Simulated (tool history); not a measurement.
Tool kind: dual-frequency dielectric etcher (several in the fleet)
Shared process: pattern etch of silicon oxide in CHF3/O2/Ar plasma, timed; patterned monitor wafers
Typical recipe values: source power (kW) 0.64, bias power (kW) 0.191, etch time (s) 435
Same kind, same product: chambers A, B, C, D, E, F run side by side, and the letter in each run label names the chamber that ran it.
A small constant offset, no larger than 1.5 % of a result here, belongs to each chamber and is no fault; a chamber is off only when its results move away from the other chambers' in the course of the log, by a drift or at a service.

| run | hour | source power (kW) | bias power (kW) | etch time (s) | hours since the last wet clean | hours since the last source power generator calibration | hours since the last bias power generator calibration | read-back reference wafer on the same gauge, depth_nm | mean etch depth across the wafer (angstrom) |
|---|---|---|---|---|---|---|---|---|---|
| 1E | 5.4 | 0.64 | 0.191 | 435 | 478.6 | 876.3 | 2470.7 | 830.75 | 8970.9 |
| 2B | 10.9 | 0.64 | 0.191 | 435 | 543.1 | 1423.9 | 1299.7 | 830.51 | 8940 |
| 3A | 16 | 0.64 | 0.191 | 435 | 453 | 4090.2 | 2223.3 | 830.61 | 8923.1 |
| 4F | 21.9 | 0.64 | 0.191 | 435 | 163.5 | 1211.4 | 1532.1 | 830.44 | 8964.6 |
| 5C | 28.7 | 0.64 | 0.191 | 435 | 347.1 | 289.8 | 1379.4 | 830.19 | 8848.3 |
| 6D | 35.3 | 0.64 | 0.191 | 435 | 173.9 | 1016.8 | 1989 | 830.36 | 8957.3 |
| 7D | 38.5 | 0.64 | 0.191 | 435 | 177.1 | 1020 | 1992.2 | 830.1 | 9006.3 |
| 8E | 42.7 | 0.64 | 0.191 | 435 | 515.9 | 913.6 | 2508 | 829.81 | 8953.9 |
|  | 46.4 | chamber C: wet clean of the chamber |
| 9F | 49.2 | 0.64 | 0.191 | 435 | 190.8 | 1238.7 | 1559.4 | 829.95 | 8955.9 |
|  | 50.4 | chamber B: wet clean of the chamber |
| 10A | 54.1 | 0.64 | 0.191 | 435 | 491.1 | 4128.3 | 2261.4 | 829.57 | 8920.6 |
| 11C | 58.8 | 0.64 | 0.191 | 543 | 12.5 | 319.9 | 1409.5 | 829.6 | 11032 |
| 12B | 62.7 | 0.64 | 0.191 | 543 | 12.3 | 1475.7 | 1351.5 | 829.51 | 11171 |
| 13A | 68.5 | 0.64 | 0.191 | 543 | 505.5 | 4142.7 | 2275.8 | 829.45 | 11143 |
| 14C | 73.7 | 0.64 | 0.191 | 543 | 27.4 | 334.8 | 1424.4 | 829.49 | 11019 |
|  | 74.7 | chamber A: wet clean of the chamber |
| 15D | 80.1 | 0.64 | 0.191 | 543 | 218.7 | 1061.6 | 2033.8 | 829.28 | 11203 |
| 16B | 83.2 | 0.64 | 0.191 | 543 | 32.8 | 1496.2 | 1372 | 828.99 | 11118 |
| 17E | 86.5 | 0.64 | 0.191 | 435 | 559.7 | 957.4 | 2551.8 | 828.76 | 8919.2 |
| 18F | 89.9 | 0.64 | 0.191 | 435 | 231.5 | 1279.4 | 1600.1 | 828.74 | 8971.2 |
| 19B | 93.5 | 0.64 | 0.191 | 435 | 43.1 | 1506.5 | 1382.3 | 828.6 | 8932.5 |
| 20F | 99.9 | 0.64 | 0.191 | 435 | 241.5 | 1289.4 | 1610.1 | 828.84 | 8961.9 |
| 21D | 103.4 | 0.64 | 0.191 | 435 | 242 | 1084.9 | 2057.1 | 828.49 | 8963.2 |
| 22E | 109.5 | 0.64 | 0.191 | 435 | 582.7 | 980.4 | 2574.8 | 828.34 | 8929.1 |
|  | 113.9 | chamber A: source power generator calibrated |
| 23A | 115.9 | 0.64 | 0.191 | 435 | 41.2 | 2.1 | 2323.2 | 828.11 | 8894.2 |
|  | 121.9 | chamber E: wet clean of the chamber |
| 24C | 122.1 | 0.78 | 0.191 | 488 | 75.8 | 383.2 | 1472.8 | 828.03 | 10685 |
| 25C | 126.8 | 0.78 | 0.191 | 488 | 80.5 | 387.9 | 1477.5 | 828.03 | 10690 |
| 26D | 131.3 | 0.78 | 0.191 | 488 | 269.9 | 1112.8 | 2085 | 827.8 | 10841 |
| 27E | 135.1 | 0.78 | 0.191 | 488 | 13.2 | 1006 | 2600.4 | 827.61 | 10764 |
|  | 135.6 | chamber D: bias power generator calibrated |
| 28A | 141.8 | 0.78 | 0.191 | 488 | 67.1 | 28 | 2349.1 | 827.6 | 10772 |
| 29F | 145.1 | 0.78 | 0.191 | 488 | 286.7 | 1334.6 | 1655.3 | 827.47 | 10814 |
| 30B | 151.5 | 0.64 | 0.191 | 435 | 101.1 | 1564.5 | 1440.3 | 827.42 | 8897.2 |
| 31C | 157.1 | 0.64 | 0.191 | 435 | 110.8 | 418.2 | 1507.8 | 827.5 | 8814.4 |
| 32F | 161 | 0.64 | 0.191 | 435 | 302.6 | 1350.5 | 1671.2 | 827.16 | 8920.4 |
| 33A | 164.4 | 0.64 | 0.191 | 435 | 89.7 | 50.6 | 2371.7 | 826.92 | 8882 |
| 34D | 167.7 | 0.64 | 0.191 | 435 | 306.3 | 1149.2 | 32.1 | 826.91 | 8942.9 |
| 35B | 172.4 | 0.64 | 0.191 | 435 | 122 | 1585.4 | 1461.2 | 826.87 | 8938.8 |
| 36E | 177.6 | 0.64 | 0.191 | 435 | 55.7 | 1048.5 | 2642.9 | 826.95 | 8896.6 |
| 37B | 181.8 | 0.64 | 0.191 | 435 | 131.4 | 1594.8 | 1470.6 | 826.8 | 8894.9 |
| 38A | 186.6 | 0.64 | 0.231 | 435 | 111.9 | 72.8 | 2393.9 | 826.91 | 9481.4 |
| 39F | 190.6 | 0.64 | 0.231 | 435 | 332.2 | 1380.1 | 1700.8 | 826.34 | 9508 |
| 40C | 193.8 | 0.64 | 0.231 | 435 | 147.5 | 454.9 | 1544.5 | 826.32 | 9390.8 |
| 41D | 200.7 | 0.64 | 0.231 | 435 | 339.3 | 1182.2 | 65.1 | 826.13 | 9555 |
| 42E | 204.6 | 0.64 | 0.231 | 435 | 82.7 | 1075.5 | 2669.9 | 826.06 | 9493.6 |
| 43E | 211.3 | 0.64 | 0.231 | 435 | 89.4 | 1082.2 | 2676.6 | 825.51 | 9461.8 |

Is one chamber off against the others, does the gauge drift, or is nothing wrong? If a chamber is off, say which, and what the likeliest cause is.

Gauge drift. The chambers move together only on paper, and none stands off.
Likeliest cause: gauge reads low (%) = 0.63.
